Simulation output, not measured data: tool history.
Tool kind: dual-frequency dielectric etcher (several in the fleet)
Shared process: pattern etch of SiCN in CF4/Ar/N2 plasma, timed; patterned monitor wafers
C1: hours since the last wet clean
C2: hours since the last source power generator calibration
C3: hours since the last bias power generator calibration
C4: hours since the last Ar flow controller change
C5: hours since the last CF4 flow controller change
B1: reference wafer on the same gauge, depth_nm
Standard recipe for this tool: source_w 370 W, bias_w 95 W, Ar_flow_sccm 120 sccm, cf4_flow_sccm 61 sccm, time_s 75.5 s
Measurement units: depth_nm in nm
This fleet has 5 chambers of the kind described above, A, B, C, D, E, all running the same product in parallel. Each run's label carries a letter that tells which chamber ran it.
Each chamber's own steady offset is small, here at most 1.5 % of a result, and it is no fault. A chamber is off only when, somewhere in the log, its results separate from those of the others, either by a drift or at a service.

{"run": "1A", "hour": 5.4, "source_w": 370, "bias_w": 95, "Ar_flow_sccm": 120, "cf4_flow_sccm": 61, "time_s": 75.5, "C1": 535.4, "C2": 1763.4, "C3": 209.8, "C4": 3332.5, "C5": 2257.6, "B1": 61.01, "depth_nm": 58.757}
{"run": "2E", "hour": 8.5, "source_w": 370, "bias_w": 95, "Ar_flow_sccm": 120, "cf4_flow_sccm": 61, "time_s": 75.5, "C1": 147.9, "C2": 887.2, "C3": 1233.2, "C4": 2456.1, "C5": 2867.0, "B1": 61.009, "depth_nm": 57.799}
{"hour": 9.6, "done": "chamber D: wet clean of the chamber"}
{"run": "3B", "hour": 13.0, "source_w": 370, "bias_w": 95, "Ar_flow_sccm": 120, "cf4_flow_sccm": 61, "time_s": 75.5, "C1": 217.4, "C2": 73.4, "C3": 3432.5, "C4": 1320.3, "C5": 1327.2, "B1": 61.02, "depth_nm": 57.543}
{"run": "4C", "hour": 19.9, "source_w": 370, "bias_w": 95, "Ar_flow_sccm": 120, "cf4_flow_sccm": 61, "time_s": 75.5, "C1": 40.3, "C2": 393.8, "C3": 1040.6, "C4": 337.3, "C5": 173.8, "B1": 61.047, "depth_nm": 57.586}
{"run": "5D", "hour": 25.6, "source_w": 370, "bias_w": 95, "Ar_flow_sccm": 120, "cf4_flow_sccm": 61, "time_s": 75.5, "C1": 16.0, "C2": 1868.3, "C3": 935.9, "C4": 60.7, "C5": 2382.6, "B1": 61.039, "depth_nm": 57.804}
{"run": "6E", "hour": 32.9, "source_w": 370, "bias_w": 95, "Ar_flow_sccm": 120, "cf4_flow_sccm": 61, "time_s": 75.5, "C1": 172.3, "C2": 911.6, "C3": 1257.6, "C4": 2480.5, "C5": 2891.4, "B1": 61.085, "depth_nm": 57.912}
{"run": "7B", "hour": 37.2, "source_w": 370, "bias_w": 95, "Ar_flow_sccm": 120, "cf4_flow_sccm": 61, "time_s": 75.5, "C1": 241.6, "C2": 97.6, "C3": 3456.7, "C4": 1344.5, "C5": 1351.4, "B1": 61.061, "depth_nm": 57.604}
{"run": "8D", "hour": 43.5, "source_w": 370, "bias_w": 115, "Ar_flow_sccm": 120, "cf4_flow_sccm": 61, "time_s": 75.5, "C1": 33.9, "C2": 1886.2, "C3": 953.8, "C4": 78.6, "C5": 2400.5, "B1": 61.09, "depth_nm": 62.34}
{"run": "9A", "hour": 48.1, "source_w": 370, "bias_w": 115, "Ar_flow_sccm": 120, "cf4_flow_sccm": 61, "time_s": 75.5, "C1": 578.1, "C2": 1806.1, "C3": 252.5, "C4": 3375.2, "C5": 2300.3, "B1": 61.105, "depth_nm": 63.253}
{"run": "10C", "hour": 51.5, "source_w": 370, "bias_w": 115, "Ar_flow_sccm": 120, "cf4_flow_sccm": 61, "time_s": 75.5, "C1": 71.9, "C2": 425.4, "C3": 1072.2, "C4": 368.9, "C5": 205.4, "B1": 61.102, "depth_nm": 62.081}
{"run": "11C", "hour": 57.2, "source_w": 370, "bias_w": 115, "Ar_flow_sccm": 120, "cf4_flow_sccm": 61, "time_s": 75.5, "C1": 77.6, "C2": 431.1, "C3": 1077.9, "C4": 374.6, "C5": 211.1, "B1": 61.104, "depth_nm": 62.277}
{"run": "12B", "hour": 63.2, "source_w": 370, "bias_w": 115, "Ar_flow_sccm": 120, "cf4_flow_sccm": 61, "time_s": 75.5, "C1": 267.6, "C2": 123.6, "C3": 3482.7, "C4": 1370.5, "C5": 1377.4, "B1": 61.105, "depth_nm": 62.114}
{"run": "13E", "hour": 69.1, "source_w": 370, "bias_w": 95, "Ar_flow_sccm": 120, "cf4_flow_sccm": 61, "time_s": 75.5, "C1": 208.5, "C2": 947.8, "C3": 1293.8, "C4": 2516.7, "C5": 2927.6, "B1": 61.124, "depth_nm": 57.897}
{"run": "14A", "hour": 76.3, "source_w": 370, "bias_w": 95, "Ar_flow_sccm": 120, "cf4_flow_sccm": 61, "time_s": 75.5, "C1": 606.3, "C2": 1834.3, "C3": 280.7, "C4": 3403.4, "C5": 2328.5, "B1": 61.148, "depth_nm": 58.902}
{"run": "15D", "hour": 80.2, "source_w": 370, "bias_w": 95, "Ar_flow_sccm": 120, "cf4_flow_sccm": 50, "time_s": 75.5, "C1": 70.6, "C2": 1922.9, "C3": 990.5, "C4": 115.3, "C5": 2437.2, "B1": 61.156, "depth_nm": 56.294}
{"hour": 80.4, "done": "chamber A: wet clean of the chamber"}
{"run": "16C", "hour": 84.7, "source_w": 370, "bias_w": 95, "Ar_flow_sccm": 120, "cf4_flow_sccm": 50, "time_s": 75.5, "C1": 105.1, "C2": 458.6, "C3": 1105.4, "C4": 402.1, "C5": 238.6, "B1": 61.161, "depth_nm": 56.185}
{"run": "17E", "hour": 92.0, "source_w": 370, "bias_w": 95, "Ar_flow_sccm": 120, "cf4_flow_sccm": 50, "time_s": 75.5, "C1": 231.4, "C2": 970.7, "C3": 1316.7, "C4": 2539.6, "C5": 2950.5, "B1": 61.17, "depth_nm": 56.429}
{"run": "18D", "hour": 96.3, "source_w": 370, "bias_w": 95, "Ar_flow_sccm": 120, "cf4_flow_sccm": 50, "time_s": 75.5, "C1": 86.7, "C2": 1939.0, "C3": 1006.6, "C4": 131.4, "C5": 2453.3, "B1": 61.174, "depth_nm": 56.342}
{"run": "19B", "hour": 102.4, "source_w": 370, "bias_w": 95, "Ar_flow_sccm": 120, "cf4_flow_sccm": 50, "time_s": 75.5, "C1": 306.8, "C2": 162.8, "C3": 3521.9, "C4": 1409.7, "C5": 1416.6, "B1": 61.194, "depth_nm": 56.1}
{"run": "20A", "hour": 107.1, "source_w": 370, "bias_w": 95, "Ar_flow_sccm": 120, "cf4_flow_sccm": 61, "time_s": 75.5, "C1": 26.8, "C2": 1865.1, "C3": 311.5, "C4": 3434.2, "C5": 2359.3, "B1": 61.19, "depth_nm": 58.88}
{"run": "21B", "hour": 113.7, "source_w": 370, "bias_w": 95, "Ar_flow_sccm": 120, "cf4_flow_sccm": 61, "time_s": 75.5, "C1": 318.1, "C2": 174.1, "C3": 3533.2, "C4": 1421.0, "C5": 1427.9, "B1": 61.217, "depth_nm": 57.91}
{"run": "22D", "hour": 117.2, "source_w": 370, "bias_w": 95, "Ar_flow_sccm": 120, "cf4_flow_sccm": 61, "time_s": 75.5, "C1": 107.6, "C2": 1959.9, "C3": 1027.5, "C4": 152.3, "C5": 2474.2, "B1": 61.223, "depth_nm": 57.987}
{"run": "23E", "hour": 122.8, "source_w": 370, "bias_w": 95, "Ar_flow_sccm": 120, "cf4_flow_sccm": 61, "time_s": 75.5, "C1": 262.2, "C2": 1001.5, "C3": 1347.5, "C4": 2570.4, "C5": 2981.3, "B1": 61.231, "depth_nm": 58.075}
{"run": "24C", "hour": 129.8, "source_w": 370, "bias_w": 95, "Ar_flow_sccm": 120, "cf4_flow_sccm": 61, "time_s": 75.5, "C1": 150.2, "C2": 503.7, "C3": 1150.5, "C4": 447.2, "C5": 283.7, "B1": 61.233, "depth_nm": 57.855}
{"run": "25A", "hour": 133.1, "source_w": 370, "bias_w": 95, "Ar_flow_sccm": 120, "cf4_flow_sccm": 61, "time_s": 75.5, "C1": 52.8, "C2": 1891.1, "C3": 337.5, "C4": 3460.2, "C5": 2385.3, "B1": 61.248, "depth_nm": 58.832}
{"run": "26B", "hour": 138.4, "source_w": 370, "bias_w": 95, "Ar_flow_sccm": 120, "cf4_flow_sccm": 61, "time_s": 75.5, "C1": 342.8, "C2": 198.8, "C3": 3557.9, "C4": 1445.7, "C5": 1452.6, "B1": 61.263, "depth_nm": 57.84}
{"run": "27A", "hour": 145.0, "source_w": 370, "bias_w": 95, "Ar_flow_sccm": 120, "cf4_flow_sccm": 61, "time_s": 75.5, "C1": 64.7, "C2": 1903.0, "C3": 349.4, "C4": 3472.1, "C5": 2397.2, "B1": 61.28, "depth_nm": 58.953}
{"run": "28D", "hour": 150.5, "source_w": 370, "bias_w": 83, "Ar_flow_sccm": 120, "cf4_flow_sccm": 61, "time_s": 68.0, "C1": 140.9, "C2": 1993.2, "C3": 1060.8, "C4": 185.6, "C5": 2507.5, "B1": 61.297, "depth_nm": 49.623}
{"run": "29C", "hour": 156.9, "source_w": 370, "bias_w": 83, "Ar_flow_sccm": 120, "cf4_flow_sccm": 61, "time_s": 68.0, "C1": 177.3, "C2": 530.8, "C3": 1177.6, "C4": 474.3, "C5": 310.8, "B1": 61.277, "depth_nm": 49.443}
{"run": "30E", "hour": 163.7, "source_w": 370, "bias_w": 83, "Ar_flow_sccm": 120, "cf4_flow_sccm": 61, "time_s": 68.0, "C1": 303.1, "C2": 1042.4, "C3": 1388.4, "C4": 2611.3, "C5": 3022.2, "B1": 61.324, "depth_nm": 49.719}
{"run": "31E", "hour": 169.5, "source_w": 370, "bias_w": 83, "Ar_flow_sccm": 120, "cf4_flow_sccm": 61, "time_s": 68.0, "C1": 308.9, "C2": 1048.2, "C3": 1394.2, "C4": 2617.1, "C5": 3028.0, "B1": 61.313, "depth_nm": 49.695}
{"run": "32B", "hour": 172.7, "source_w": 370, "bias_w": 83, "Ar_flow_sccm": 120, "cf4_flow_sccm": 61, "time_s": 68.0, "C1": 377.1, "C2": 233.1, "C3": 3592.2, "C4": 1480.0, "C5": 1486.9, "B1": 61.348, "depth_nm": 49.551}
{"run": "33C", "hour": 177.8, "source_w": 370, "bias_w": 95, "Ar_flow_sccm": 120, "cf4_flow_sccm": 61, "time_s": 75.5, "C1": 198.2, "C2": 551.7, "C3": 1198.5, "C4": 495.2, "C5": 331.7, "B1": 61.354, "depth_nm": 57.901}
{"run": "34A", "hour": 184.1, "source_w": 370, "bias_w": 73, "Ar_flow_sccm": 108, "cf4_flow_sccm": 61, "time_s": 75.5, "C1": 103.8, "C2": 1942.1, "C3": 388.5, "C4": 3511.2, "C5": 2436.3, "B1": 61.355, "depth_nm": 54.131}
{"run": "35D", "hour": 187.7, "source_w": 370, "bias_w": 73, "Ar_flow_sccm": 108, "cf4_flow_sccm": 61, "time_s": 75.5, "C1": 178.1, "C2": 2030.4, "C3": 1098.0, "C4": 222.8, "C5": 2544.7, "B1": 61.368, "depth_nm": 53.426}
{"run": "36E", "hour": 193.0, "source_w": 370, "bias_w": 73, "Ar_flow_sccm": 108, "cf4_flow_sccm": 61, "time_s": 75.5, "C1": 332.4, "C2": 1071.7, "C3": 1417.7, "C4": 2640.6, "C5": 3051.5, "B1": 61.381, "depth_nm": 53.453}

Predict what each chamber gives when all 5 of them run the settings below next.
{"run": "37A", "hour": 198.2, "source_w": 320, "bias_w": 95, "Ar_flow_sccm": 120, "cf4_flow_sccm": 61, "time_s": 75.5, "depth_nm": "?"}
{"run": "37B", "hour": 198.2, "source_w": 320, "bias_w": 95, "Ar_flow_sccm": 120, "cf4_flow_sccm": 61, "time_s": 75.5, "depth_nm": "?"}
{"run": "37C", "hour": 198.2, "source_w": 320, "bias_w": 95, "Ar_flow_sccm": 120, "cf4_flow_sccm": 61, "time_s": 75.5, "depth_nm": "?"}
{"run": "37D", "hour": 198.2, "source_w": 320, "bias_w": 95, "Ar_flow_sccm": 120, "cf4_flow_sccm": 61, "time_s": 75.5, "depth_nm": "?"}
{"run": "37E", "hour": 198.2, "source_w": 320, "bias_w": 95, "Ar_flow_sccm": 120, "cf4_flow_sccm": 61, "time_s": 75.5, "depth_nm": "?"}

run=37A depth_nm=52.201
run=37B depth_nm=51.236
run=37C depth_nm=51.070
run=37D depth_nm=51.147
run=37E depth_nm=51.355

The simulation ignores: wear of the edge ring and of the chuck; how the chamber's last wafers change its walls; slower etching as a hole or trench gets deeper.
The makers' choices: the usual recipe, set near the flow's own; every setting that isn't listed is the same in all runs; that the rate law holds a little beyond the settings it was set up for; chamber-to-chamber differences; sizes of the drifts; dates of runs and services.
